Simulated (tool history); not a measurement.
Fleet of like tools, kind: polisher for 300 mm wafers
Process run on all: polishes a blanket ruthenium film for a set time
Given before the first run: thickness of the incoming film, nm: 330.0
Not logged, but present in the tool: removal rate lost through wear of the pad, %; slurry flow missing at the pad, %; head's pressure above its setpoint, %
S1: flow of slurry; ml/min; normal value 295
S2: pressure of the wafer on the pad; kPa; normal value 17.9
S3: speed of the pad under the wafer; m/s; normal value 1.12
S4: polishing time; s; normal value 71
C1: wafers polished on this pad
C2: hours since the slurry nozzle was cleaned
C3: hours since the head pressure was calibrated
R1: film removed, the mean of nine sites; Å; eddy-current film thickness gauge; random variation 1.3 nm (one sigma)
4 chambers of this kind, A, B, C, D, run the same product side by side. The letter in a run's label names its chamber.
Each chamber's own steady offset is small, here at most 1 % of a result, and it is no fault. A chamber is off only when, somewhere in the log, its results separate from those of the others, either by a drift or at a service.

run	hour	S1	S2	S3	S4	C1	C2	C3	R1
# hour 3.7: chamber B: worn pad replaced by a new one
1A	5.3	295	17.9	1.12	71	776	578.7	403.9	1377.3
2D	9.9	295	17.9	1.12	71	748	411.3	50.8	1397.5
3C	13.8	295	17.9	1.12	71	545	436.9	836.5	1387.2
4B	18.7	295	17.9	1.12	71	165	518.3	260	1392.7
5A	21	295	17.9	1.12	71	948	594.4	419.6	1370.3
# hour 22.5: chamber D: worn pad replaced by a new one
6B	24.7	295	17.9	1.12	71	231	524.3	266	1397.7
# hour 25.2: chamber A: worn pad replaced by a new one
7C	27.1	295	17.9	1.12	71	691	450.2	849.8	1407
8D	32.3	295	17.9	1.12	71	107	433.7	73.2	1389.5
9C	35.8	295	17.9	1.12	71	786	458.9	858.5	1402.5
10A	39.5	295	22.8	0.88	71	157	612.9	438.1	1395.8
11D	43.7	295	22.8	0.88	71	233	445.1	84.6	1415.9
# hour 48.1: chamber C: worn pad replaced by a new one
12B	48.8	295	22.8	0.88	71	496	548.4	290.1	1396.5
13C	51.6	295	22.8	0.88	71	38	474.7	874.3	1383.3
14A	56	295	17.9	1.12	71	338	629.4	454.6	1381.8
15B	60.4	295	17.9	1.12	71	623	560	301.7	1431.9
# hour 64.2: chamber B: worn pad replaced by a new one
16D	64.9	295	17.9	1.12	71	465	466.3	105.8	1382.9
17D	69.7	295	17.9	1.12	71	518	471.1	110.6	1415.3
18B	75	295	17.9	1.12	71	119	574.6	316.3	1405.1
19A	78	295	17.9	1.12	71	579	651.4	476.6	1386.7
20C	81.4	295	17.9	1.12	50	365	504.5	904.1	987.26
21B	85.3	295	17.9	1.12	50	232	584.9	326.6	983.11
22C	88.1	295	17.9	1.12	50	439	511.2	910.8	978.23
23A	92.2	295	17.9	1.12	50	735	665.6	490.8	979.99
# hour 93: chamber C: head pressure recalibrated
24D	94.8	295	17.9	1.12	71	794	496.2	135.7	1396.6
25A	98.6	295	17.9	1.12	71	805	672	497.2	1386.8
26D	101.2	295	17.9	1.12	71	864	502.6	142.1	1405.3
# hour 101.6: chamber D: worn pad replaced by a new one
27C	104.1	295	17.9	1.12	71	614	527.2	11.2	1516.3
28B	107	295	17.9	1.12	71	470	606.6	348.3	1415.7
29C	111.7	295	17.9	1.12	71	698	534.8	18.8	1521.5
# hour 115.2: chamber A: worn pad replaced by a new one
30A	115.4	295	17.9	1.12	71	3	688.8	514	1390
31B	120.3	295	17.9	1.12	71	616	619.9	361.6	1392.1
32D	124.9	295	17.9	1.12	71	255	526.3	165.8	1411.5
33D	128.4	295	17.9	1.12	71	294	529.8	169.3	1412.2
# hour 131.2: chamber B: worn pad replaced by a new one
34A	131.6	295	17.9	1.12	71	180	705	530.2	1403.9
# hour 131.9: chamber C: worn pad replaced by a new one
35B	136.8	295	17.9	1.12	71	62	636.4	378.1	1409.9
36C	140.3	295	17.9	1.12	71	92	563.4	47.4	1525.8
37A	144.3	295	17.9	1.12	71	320	717.7	542.9	1385.3
38C	147.9	295	17.9	1.12	71	175	571	55	1527.7
39B	151.6	295	17.9	1.12	71	225	651.2	392.9	1408.9
40D	154.2	295	17.9	1.12	71	577	555.6	195.1	1420.2
41B	159.2	295	17.9	1.12	71	308	658.8	400.5	1398.4
42D	162.2	295	17.9	1.34	86	665	563.6	203.1	2047.8
43A	165.1	295	17.9	1.34	86	548	738.5	563.7	2038.9
44C	169.5	295	17.9	1.34	86	412	592.6	76.6	2201.8

Has any chamber moved away from the others, gradually or after a service, or does the common gauge drift, or do the chambers differ only by their own small steady offsets? State the chamber and the most likely cause if one applies.

A service left chamber C off against the others.
Most likely cause: head's pressure above its setpoint, % = 9.19.

Below are 4 candidate recipes for chamber C's next run, each the usual settings with a change, their results shown as question marks. Which of them brings C's results back in line with what the other chambers give on the usual settings?
To be in line, a result may differ from the other chambers' mean on the usual settings by at most: R1 44 Å
45C-1	173.3	295	17.9	1.22	71				?
45C-2	173.3	295	17.2	1.1	70				?
45C-3	173.3	295	17.9	1.12	70				?
45C-4	173.3	295	17.9	1.14	72				?

The other chambers' mean on the usual settings: R1 1400.5 Å
run	R1
45C-1	1648.1
45C-2	1410.7
45C-3	1492.9
45C-4	1562.7
Change 45C-2 lands the chamber within the allowed miss of the other chambers.

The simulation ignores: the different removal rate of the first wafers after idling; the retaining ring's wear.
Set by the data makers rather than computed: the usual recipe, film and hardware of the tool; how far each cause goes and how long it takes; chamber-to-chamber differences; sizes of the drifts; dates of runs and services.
